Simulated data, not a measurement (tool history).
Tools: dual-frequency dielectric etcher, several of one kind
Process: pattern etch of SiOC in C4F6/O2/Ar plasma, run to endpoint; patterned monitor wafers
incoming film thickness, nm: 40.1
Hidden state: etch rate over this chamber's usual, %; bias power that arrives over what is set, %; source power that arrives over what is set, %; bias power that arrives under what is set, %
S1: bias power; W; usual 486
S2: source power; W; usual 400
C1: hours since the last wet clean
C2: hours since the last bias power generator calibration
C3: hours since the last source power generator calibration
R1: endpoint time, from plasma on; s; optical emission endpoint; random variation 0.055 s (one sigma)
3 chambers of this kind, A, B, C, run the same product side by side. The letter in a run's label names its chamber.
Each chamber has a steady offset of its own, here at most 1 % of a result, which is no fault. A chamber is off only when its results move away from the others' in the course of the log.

run,day,S1,S2,C1,C2,C3,R1
1A,0.233,486,400,272.9,3864.4,1890.8,13.526
2B,0.517,486,400,550,1703.4,1825.3,13.63
3C,0.962,486,400,277.2,160.5,23.2,13.676
4C,1.279,486,400,284.8,168.1,30.8,13.734
5A,1.721,486,400,308.6,3900.1,1926.5,13.595
6B,2.225,486,400,591,1744.4,1866.3,13.59
7C,2.583,486,400,316.1,199.4,62.1,13.655
8B,3.117,486,400,612.4,1765.8,1887.7,13.629
9A,3.488,486,400,351,3942.5,1968.9,13.569
10C,3.975,405,400,349.5,232.8,95.5,14.522
11B,4.262,405,400,639.9,1793.3,1915.2,14.4
# day 4.471: chamber B: wet clean of the chamber
12A,4.725,405,400,380.7,3972.2,1998.6,14.522
13B,4.996,486,400,12.7,1810.9,1932.8,13.628
14A,5.396,486,400,396.8,3988.3,2014.7,13.493
15C,5.754,486,400,392.2,275.5,138.2,13.634
16C,6.146,486,400,401.6,284.9,147.6,13.724
17B,6.575,486,400,50.6,1848.8,1970.7,13.604
18A,6.992,486,400,435.1,4026.6,2053,13.466
19A,7.246,486,400,441.2,4032.7,2059.1,13.431
20B,7.583,486,400,74.8,1873,1994.9,13.573
21C,7.946,486,440,444.8,328.1,190.8,13.063
22B,8.354,486,440,93.3,1891.5,2013.4,13.137
23A,8.767,486,440,477.7,4069.2,2095.6,12.894
# day 8.958: chamber A: bias power generator calibrated
24C,9.029,486,400,470.8,354.1,216.8,13.668
25A,9.342,486,400,491.5,9.3,2109.4,13.327
26B,9.608,486,400,123.4,1921.6,2043.5,13.575
# day 9.954: chamber C: wet clean of the chamber
27C,10.008,486,400,1.4,377.6,240.3,13.605
28B,10.483,486,400,144.4,1942.6,2064.5,13.57
29C,10.754,486,400,19.3,395.5,258.2,13.605
30A,11.162,486,400,535.2,53,2153.1,13.075
31B,11.512,486,400,169.1,1967.3,2089.2,13.712
32A,12.033,486,400,556.1,73.9,2174,13.251
33C,12.3,486,400,56.4,432.6,295.3,13.498
34C,12.575,486,400,63,439.2,301.9,13.567
35A,13.021,486,400,579.8,97.6,2197.7,13.083
36B,13.508,391,400,217,2015.2,2137.1,14.657
37C,13.821,391,400,92.9,469.1,331.8,14.666
38A,14.229,391,400,608.8,126.6,2226.7,14.167
39B,14.604,486,400,243.3,2041.5,2163.4,13.693
40B,15.1,486,400,255.2,2053.4,2175.3,13.579
41C,15.388,486,400,130.5,506.7,369.4,13.632

All 3 chambers run these settings next. Forecast each chamber's results:
42A,15.771,486,400,,,,?
42B,15.771,486,400,,,,?
42C,15.771,486,400,,,,?

run,R1
42A,13.059
42B,13.603
42C,13.639
